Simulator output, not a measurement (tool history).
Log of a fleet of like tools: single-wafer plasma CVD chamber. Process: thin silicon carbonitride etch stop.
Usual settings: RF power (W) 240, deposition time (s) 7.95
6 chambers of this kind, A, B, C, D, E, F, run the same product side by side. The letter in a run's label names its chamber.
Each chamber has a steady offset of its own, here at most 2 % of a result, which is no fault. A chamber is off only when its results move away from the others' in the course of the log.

| run | hour | RF power (W) | deposition time (s) | read-back reference wafer on the same gauge, thickness_nm | mean film thickness on the monitor wafer (Å) |
|---|---|---|---|---|---|
| 1E | 7.5 | 240 | 7.95 | 4.3905 | 47.573 |
| 2B | 14.7 | 240 | 7.95 | 4.3886 | 48.031 |
| 3F | 21.2 | 240 | 7.95 | 4.3873 | 48.178 |
| 4C | 25.1 | 240 | 7.95 | 4.3889 | 48.022 |
| 5D | 32.5 | 240 | 7.95 | 4.3884 | 48.085 |
| 6A | 39 | 240 | 7.95 | 4.3868 | 48.505 |
| 7A | 47.6 | 240 | 7.95 | 4.3842 | 48.412 |
| 8D | 53 | 215 | 8.95 | 4.3845 | 52.369 |
| 9F | 61.4 | 215 | 8.95 | 4.3845 | 52.44 |
| 10C | 66.5 | 215 | 8.95 | 4.3842 | 52.044 |
| 11E | 74.6 | 215 | 8.95 | 4.3827 | 51.781 |
| 12B | 80.3 | 215 | 8.95 | 4.3818 | 52.242 |
| 13D | 85.9 | 215 | 8.95 | 4.3824 | 52.339 |
| 14E | 94.2 | 240 | 7.95 | 4.3817 | 47.581 |
| 15F | 98.5 | 240 | 9.22 | 4.3811 | 55.867 |
| 16B | 102.4 | 240 | 9.22 | 4.3804 | 55.586 |
| 17C | 110.9 | 240 | 9.22 | 4.3807 | 55.431 |
| 18A | 114.8 | 240 | 9.22 | 4.3793 | 56.159 |
| 19B | 122.9 | 240 | 9.22 | 4.379 | 55.662 |
|  | 126.4 | chamber F: RF generator calibrated |
| 20F | 131.3 | 240 | 9.22 | 4.3766 | 55.675 |
| 21E | 138.6 | 240 | 7.95 | 4.3774 | 47.486 |
| 22C | 146.9 | 240 | 7.95 | 4.3773 | 47.811 |
| 23A | 153 | 240 | 7.95 | 4.3782 | 48.489 |
| 24D | 157.3 | 265 | 6.6 | 4.3736 | 40.976 |
| 25C | 161.9 | 265 | 6.6 | 4.3748 | 40.897 |
| 26D | 168.6 | 265 | 6.6 | 4.375 | 41.016 |
| 27E | 174.4 | 265 | 6.6 | 4.373 | 40.62 |
| 28F | 182.5 | 265 | 6.6 | 4.3729 | 40.985 |
| 29A | 190.3 | 265 | 6.6 | 4.3729 | 41.452 |
| 30B | 198.4 | 240 | 7.95 | 4.3709 | 47.796 |
| 31B | 202.5 | 240 | 7.95 | 4.3719 | 47.783 |
|  | 207.3 | chamber C: RF generator calibrated |
| 32F | 208.1 | 240 | 7.95 | 4.3713 | 47.965 |
| 33A | 212.1 | 240 | 9.38 | 4.3692 | 57.065 |
| 34E | 219.6 | 240 | 9.38 | 4.3713 | 56.007 |
| 35C | 228.4 | 240 | 9.38 | 4.3688 | 56.136 |
| 36D | 236.4 | 240 | 9.38 | 4.3702 | 56.375 |
| 37A | 244.9 | 240 | 9.38 | 4.3686 | 56.872 |
| 38F | 252.6 | 240 | 9.38 | 4.3654 | 56.574 |
| 39B | 260.4 | 240 | 8.85 | 4.3662 | 53.225 |
| 40D | 264.9 | 240 | 8.85 | 4.3661 | 53.341 |
| 41C | 270.2 | 240 | 8.85 | 4.3645 | 53.053 |

What goes on in this fleet: one chamber off, a drifting gauge, or nothing beyond the chambers' own small offsets? Name the chamber and the cause, if any.

The gauge drifts, so all chambers seem to drift together. No chamber is off.
Cause: gauge reads low (%) = 0.572.

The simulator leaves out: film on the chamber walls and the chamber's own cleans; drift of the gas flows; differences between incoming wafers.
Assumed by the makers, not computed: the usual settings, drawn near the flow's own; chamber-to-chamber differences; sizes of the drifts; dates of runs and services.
